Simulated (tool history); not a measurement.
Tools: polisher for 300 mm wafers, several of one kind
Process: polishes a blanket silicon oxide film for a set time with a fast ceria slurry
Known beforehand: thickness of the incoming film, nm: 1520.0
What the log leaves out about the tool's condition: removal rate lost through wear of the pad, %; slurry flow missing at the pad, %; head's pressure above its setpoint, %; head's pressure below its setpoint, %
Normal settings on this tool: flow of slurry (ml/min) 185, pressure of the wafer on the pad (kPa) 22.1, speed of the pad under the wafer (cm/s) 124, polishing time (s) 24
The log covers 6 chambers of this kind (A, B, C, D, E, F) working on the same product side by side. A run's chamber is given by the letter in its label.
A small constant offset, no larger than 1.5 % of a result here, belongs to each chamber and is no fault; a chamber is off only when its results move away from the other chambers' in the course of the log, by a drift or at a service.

run    day  flow of slurry (ml/min)  pressure of the wafer on the pad (kPa)  speed of the pad under the wafer (cm/s)  polishing time (s)  wafers polished on this pad  hours since the slurry nozzle was cleaned  hours since the head pressure was calibrated  film removed (angstrom)
 1F  0.225                      185                                    22.1                                      124                  24                          635                                      326.6                                         132.2                   4601.7
 2B  0.350                      185                                    22.1                                      124                  24                          414                                      137.9                                          53.1                   4713.0
     0.575  -- chamber D: slurry nozzle cleaned
 3D  0.596                      185                                    22.1                                      124                  24                         1043                                        0.6                                         419.7                   4717.5
     0.621  -- chamber E: worn pad replaced by a new one
     0.771  -- chamber C: head pressure recalibrated
 4C  0.821                      185                                    22.1                                      124                  24                          430                                      608.8                                           1.2                   4494.9
     0.908  -- chamber A: worn pad replaced by a new one
     0.921  -- chamber F: worn pad replaced by a new one
 5E  1.000                      185                                    22.1                                      124                  24                           96                                       35.5                                         204.5                   4772.8
 6A  1.250                      185                                    22.1                                      124                  24                           86                                      491.6                                         892.5                   4665.1
     1.296  -- chamber D: worn pad replaced by a new one
 7E  1.529                      185                                    22.1                                      124                  24                          229                                       48.2                                         217.2                   4699.8
 8B  1.725                      185                                    22.1                                      124                  24                          761                                      170.9                                          86.1                   4637.9
 9F  1.996                      185                                    22.1                                      124                  24                          271                                      369.1                                         174.7                   4645.6
10A  2.192                      185                                    22.1                                      124                  24                          323                                      514.2                                         915.1                   4622.9
11C  2.417                      185                                    22.1                                      124                  24                          832                                      647.1                                          39.5                   4459.4
12D  2.558                      185                                    22.1                                      124                  24                          318                                       47.7                                         466.8                   4696.7
     2.708  -- chamber C: slurry nozzle cleaned
13E  2.775                      185                                    22.1                                      124                  17                          542                                       78.1                                         247.1                   3367.7
     2.921  -- chamber A: head pressure recalibrated
14C  3.029                      185                                    22.1                                      124                  17                          986                                        7.8                                          54.2                   3169.4
15A  3.171                      185                                    22.1                                      124                  17                          570                                      537.7                                           6.1                   3336.9
16F  3.300                      185                                    22.1                                      124                  17                          599                                      400.4                                         206.0                   3257.3
17D  3.504                      185                                    22.1                                      124                  17                          556                                       70.4                                         489.5                   3306.5
     3.554  -- chamber F: worn pad replaced by a new one
     3.629  -- chamber A: worn pad replaced by a new one
18B  3.688                      185                                    22.1                                      124                  17                         1255                                      218.0                                         133.2                   3383.3
     3.704  -- chamber B: worn pad replaced by a new one
19C  3.850                      185                                    22.1                                      124                  24                         1192                                       27.5                                          73.9                   4481.9
20E  3.979                      185                                    22.1                                      124                  24                          846                                      107.0                                         276.0                   4718.6
21F  4.175                      185                                    22.1                                      124                  24                          157                                      421.4                                         227.0                   4754.2
22B  4.429                      185                                    22.1                                      124                  24                          183                                      235.8                                         151.0                   4605.7
     4.558  -- chamber E: worn pad replaced by a new one
23A  4.650                      235                                    25.5                                      124                  24                          257                                      573.2                                          41.6                   5528.6
24D  4.912                      235                                    25.5                                      124                  24                          911                                      104.2                                         523.3                   5641.2
25E  5.162                      235                                    25.5                                      124                  24                          152                                      135.4                                         304.4                   5603.3
26F  5.358                      235                                    25.5                                      124                  24                          454                                      449.8                                         255.4                   5587.5
27D  5.483                      235                                    25.5                                      124                  24                         1055                                      117.9                                         537.0                   5511.3
28B  5.762                      235                                    25.5                                      124                  24                          519                                      267.8                                         183.0                   5668.5
29A  5.888                      185                                    22.1                                      124                  24                          569                                      602.9                                          71.3                   4717.7
30C  6.071                      185                                    22.1                                      124                  24                         1752                                       80.8                                         127.2                   4388.5
     6.138  -- chamber D: worn pad replaced by a new one
31B  6.275                      185                                    22.1                                      124                  24                          648                                      280.1                                         195.3                   4699.8
32D  6.479                      125                                    26.9                                      124                  24                           86                                      141.8                                         560.9                   5378.0
     6.625  -- chamber F: worn pad replaced by a new one
33C  6.642                      125                                    26.9                                      124                  24                         1895                                       94.5                                         140.9                   4911.0
     6.775  -- chamber A: worn pad replaced by a new one
34A  6.879                      125                                    26.9                                      124                  24                           26                                      626.7                                          95.1                   5263.4
35E  7.067                      125                                    26.9                                      124                  24                          631                                      181.1                                         350.1                   5412.4
36F  7.279                      125                                    26.9                                      124                  24                          165                                      495.9                                         301.5                   5290.6
37D  7.450                      125                                    26.9                                      124                  24                          331                                      165.1                                         584.2                   5326.3
38C  7.638                      185                                    22.1                                      124                  24                         2146                                      118.4                                         164.8                   4252.0
39F  7.846                      185                                    22.1                                      124                  24                          308                                      509.5                                         315.1                   4564.0
     7.888  -- chamber E: worn pad replaced by a new one
40E  8.108                      185                                    22.1                                      124                  24                           55                                      206.1                                         375.1                   4659.7

Has any chamber moved away from the others, gradually or after a service, or does the common gauge drift, or do the chambers differ only by their own small steady offsets? State the chamber and the most likely cause if one applies.

Little by little, chamber C moves away from the other chambers.
Likeliest cause: removal rate lost through wear of the pad, % = 8.86.

Here are 4 candidates for chamber C's next run, each the usual settings with a change, their results left as question marks. Which one brings its results back in line with what the others give on the usual settings?
Counts as in line when no further than this from what the other chambers average on the usual settings: film removed (angstrom) 200.0
41C-1  8.308                      185                                    24.1                                      124                  24                                                                                                                                              ?
41C-2  8.308                      185                                    22.1                                      124                  25                                                                                                                                              ?
41C-3  8.308                      180                                    22.1                                      124                  22                                                                                                                                              ?
41C-4  8.308                      185                                    22.1                                      122                  24                                                                                                                                              ?

On the usual settings, the other chambers give on average: film removed (angstrom) 4668.8
  run  film removed (angstrom)
41C-1                   4598.2
41C-2                   4381.7
41C-3                   3840.2
41C-4                   4137.5
The answer is 41C-1, which returns the chamber to within the allowed miss of the others.

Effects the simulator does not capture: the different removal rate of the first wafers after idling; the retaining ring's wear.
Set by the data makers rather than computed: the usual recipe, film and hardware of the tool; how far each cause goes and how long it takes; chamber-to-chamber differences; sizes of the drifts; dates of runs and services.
